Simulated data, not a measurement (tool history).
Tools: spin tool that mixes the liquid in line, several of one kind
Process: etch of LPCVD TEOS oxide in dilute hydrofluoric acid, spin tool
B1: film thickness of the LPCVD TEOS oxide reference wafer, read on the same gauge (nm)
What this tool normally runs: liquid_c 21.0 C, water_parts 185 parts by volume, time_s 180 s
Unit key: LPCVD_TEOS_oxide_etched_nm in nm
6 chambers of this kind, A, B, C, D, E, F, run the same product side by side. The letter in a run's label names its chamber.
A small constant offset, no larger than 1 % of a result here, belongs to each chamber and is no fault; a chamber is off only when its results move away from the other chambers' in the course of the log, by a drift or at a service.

Run 1D, hour 7.8: usual settings; B1 119.96. Result: LPCVD_TEOS_oxide_etched_nm 44.000 nm.
Run 2C, hour 14.6: usual settings; B1 120.00. Result: LPCVD_TEOS_oxide_etched_nm 44.565 nm.
Run 3A, hour 25.6: usual settings; B1 119.99. Result: LPCVD_TEOS_oxide_etched_nm 44.488 nm.
Run 4E, hour 38.2: usual settings; B1 119.96. Result: LPCVD_TEOS_oxide_etched_nm 44.427 nm.
Run 5B, hour 44.9: usual settings but liquid_c 17.0 C, water_parts 235 parts by volume; B1 120.02. Result: LPCVD_TEOS_oxide_etched_nm 28.402 nm.
Run 6F, hour 55.2: usual settings but liquid_c 17.0 C, water_parts 235 parts by volume; B1 120.05. Result: LPCVD_TEOS_oxide_etched_nm 28.846 nm.
Run 7E, hour 63.4: usual settings but liquid_c 17.0 C, water_parts 235 parts by volume; B1 120.01. Result: LPCVD_TEOS_oxide_etched_nm 28.830 nm.
Run 8D, hour 72.2: usual settings but liquid_c 17.0 C, water_parts 235 parts by volume; B1 120.00. Result: LPCVD_TEOS_oxide_etched_nm 27.713 nm.
Run 9C, hour 86.3: usual settings but liquid_c 17.0 C, water_parts 235 parts by volume; B1 120.01. Result: LPCVD_TEOS_oxide_etched_nm 28.292 nm.
Run 10F, hour 96.0: usual settings but liquid_c 17.0 C, water_parts 235 parts by volume; B1 120.01. Result: LPCVD_TEOS_oxide_etched_nm 28.632 nm.
Run 11B, hour 110.0: usual settings; B1 119.97. Result: LPCVD_TEOS_oxide_etched_nm 43.717 nm.
Run 12A, hour 124.5: usual settings; B1 120.01. Result: LPCVD_TEOS_oxide_etched_nm 44.991 nm.
Run 13D, hour 135.0: usual settings; B1 119.96. Result: LPCVD_TEOS_oxide_etched_nm 43.636 nm.
Run 14A, hour 145.6: usual settings; B1 119.99. Result: LPCVD_TEOS_oxide_etched_nm 44.434 nm.
Run 15C, hour 152.2: usual settings but liquid_c 23.5 C; B1 120.00. Result: LPCVD_TEOS_oxide_etched_nm 49.593 nm.
Run 16E, hour 166.1: usual settings but liquid_c 23.5 C; B1 119.96. Result: LPCVD_TEOS_oxide_etched_nm 48.737 nm.
Run 17F, hour 173.2: usual settings but liquid_c 23.5 C; B1 120.03. Result: LPCVD_TEOS_oxide_etched_nm 49.028 nm.
At hour 174.3: chamber D: hydrofluoric acid flow meter replaced.
Run 18B, hour 182.3: usual settings but liquid_c 23.5 C; B1 119.96. Result: LPCVD_TEOS_oxide_etched_nm 49.258 nm.
Run 19A, hour 192.7: usual settings but liquid_c 23.5 C; B1 119.98. Result: LPCVD_TEOS_oxide_etched_nm 49.678 nm.
Run 20D, hour 201.0: usual settings but liquid_c 23.5 C; B1 120.00. Result: LPCVD_TEOS_oxide_etched_nm 48.080 nm.
Run 21C, hour 208.0: usual settings; B1 120.01. Result: LPCVD_TEOS_oxide_etched_nm 44.319 nm.
Run 22B, hour 220.9: usual settings; B1 120.03. Result: LPCVD_TEOS_oxide_etched_nm 44.367 nm.
Run 23E, hour 228.7: usual settings; B1 120.02. Result: LPCVD_TEOS_oxide_etched_nm 44.652 nm.
At hour 231.2: chamber E: thermometer replaced.
Run 24F, hour 242.7: usual settings but liquid_c 18.5 C, water_parts 215 parts by volume; B1 119.98. Result: LPCVD_TEOS_oxide_etched_nm 33.653 nm.
Run 25F, hour 251.0: usual settings but liquid_c 18.5 C, water_parts 215 parts by volume; B1 120.03. Result: LPCVD_TEOS_oxide_etched_nm 34.031 nm.
Run 26D, hour 257.8: usual settings but liquid_c 18.5 C, water_parts 215 parts by volume; B1 120.00. Result: LPCVD_TEOS_oxide_etched_nm 32.644 nm.
Run 27C, hour 272.0: usual settings but liquid_c 18.5 C, water_parts 215 parts by volume; B1 120.01. Result: LPCVD_TEOS_oxide_etched_nm 33.590 nm.
Run 28A, hour 282.3: usual settings but liquid_c 18.5 C, water_parts 215 parts by volume; B1 119.99. Result: LPCVD_TEOS_oxide_etched_nm 34.918 nm.
At hour 286.9: chamber B: thermometer replaced.
Run 29E, hour 290.3: usual settings but liquid_c 18.5 C, water_parts 215 parts by volume; B1 119.98. Result: LPCVD_TEOS_oxide_etched_nm 33.610 nm.
Run 30B, hour 298.1: usual settings; B1 120.00. Result: LPCVD_TEOS_oxide_etched_nm 43.354 nm.
Run 31B, hour 311.5: usual settings; B1 120.04. Result: LPCVD_TEOS_oxide_etched_nm 43.473 nm.
Run 32C, hour 322.7: usual settings but water_parts 265 parts by volume, time_s 90 s; B1 120.03. Result: LPCVD_TEOS_oxide_etched_nm 14.305 nm.
Run 33F, hour 336.3: usual settings but water_parts 265 parts by volume, time_s 90 s; B1 120.02. Result: LPCVD_TEOS_oxide_etched_nm 14.442 nm.
Run 34E, hour 347.9: usual settings but water_parts 265 parts by volume, time_s 90 s; B1 119.97. Result: LPCVD_TEOS_oxide_etched_nm 14.369 nm.
At hour 350.9: chamber C: hydrofluoric acid flow meter replaced.
Run 35A, hour 357.1: usual settings but water_parts 265 parts by volume, time_s 90 s; B1 119.98. Result: LPCVD_TEOS_oxide_etched_nm 15.157 nm.
Run 36D, hour 369.4: usual settings but water_parts 265 parts by volume, time_s 90 s; B1 120.01. Result: LPCVD_TEOS_oxide_etched_nm 13.975 nm.
Run 37C, hour 383.7: usual settings but water_parts 265 parts by volume, time_s 90 s; B1 120.02. Result: LPCVD_TEOS_oxide_etched_nm 14.236 nm.
Run 38E, hour 392.5: usual settings; B1 120.05. Result: LPCVD_TEOS_oxide_etched_nm 44.939 nm.
Run 39A, hour 399.5: usual settings; B1 119.98. Result: LPCVD_TEOS_oxide_etched_nm 46.039 nm.
Run 40B, hour 406.1: usual settings but liquid_c 24.0 C, time_s 75 s; B1 120.01. Result: LPCVD_TEOS_oxide_etched_nm 20.192 nm.
Run 41F, hour 419.6: usual settings but liquid_c 24.0 C, time_s 75 s; B1 119.97. Result: LPCVD_TEOS_oxide_etched_nm 20.984 nm.
Run 42D, hour 429.6: usual settings but liquid_c 24.0 C, time_s 75 s; B1 119.98. Result: LPCVD_TEOS_oxide_etched_nm 20.445 nm.
Run 43F, hour 442.2: usual settings but liquid_c 24.0 C, time_s 75 s; B1 119.99. Result: LPCVD_TEOS_oxide_etched_nm 20.960 nm.

Next, all 6 chambers run the settings below, one line each with question marks for the results. What does each chamber give?
Run 44A, hour 452.7: usual settings. Result: LPCVD_TEOS_oxide_etched_nm ?.
Run 44B, hour 452.7: usual settings. Result: LPCVD_TEOS_oxide_etched_nm ?.
Run 44C, hour 452.7: usual settings. Result: LPCVD_TEOS_oxide_etched_nm ?.
Run 44D, hour 452.7: usual settings. Result: LPCVD_TEOS_oxide_etched_nm ?.
Run 44E, hour 452.7: usual settings. Result: LPCVD_TEOS_oxide_etched_nm ?.
Run 44F, hour 452.7: usual settings. Result: LPCVD_TEOS_oxide_etched_nm ?.

run  LPCVD_TEOS_oxide_etched_nm
44A                      47.176
44B                      43.847
44C                      44.330
44D                      43.157
44E                      44.486
44F                      44.981

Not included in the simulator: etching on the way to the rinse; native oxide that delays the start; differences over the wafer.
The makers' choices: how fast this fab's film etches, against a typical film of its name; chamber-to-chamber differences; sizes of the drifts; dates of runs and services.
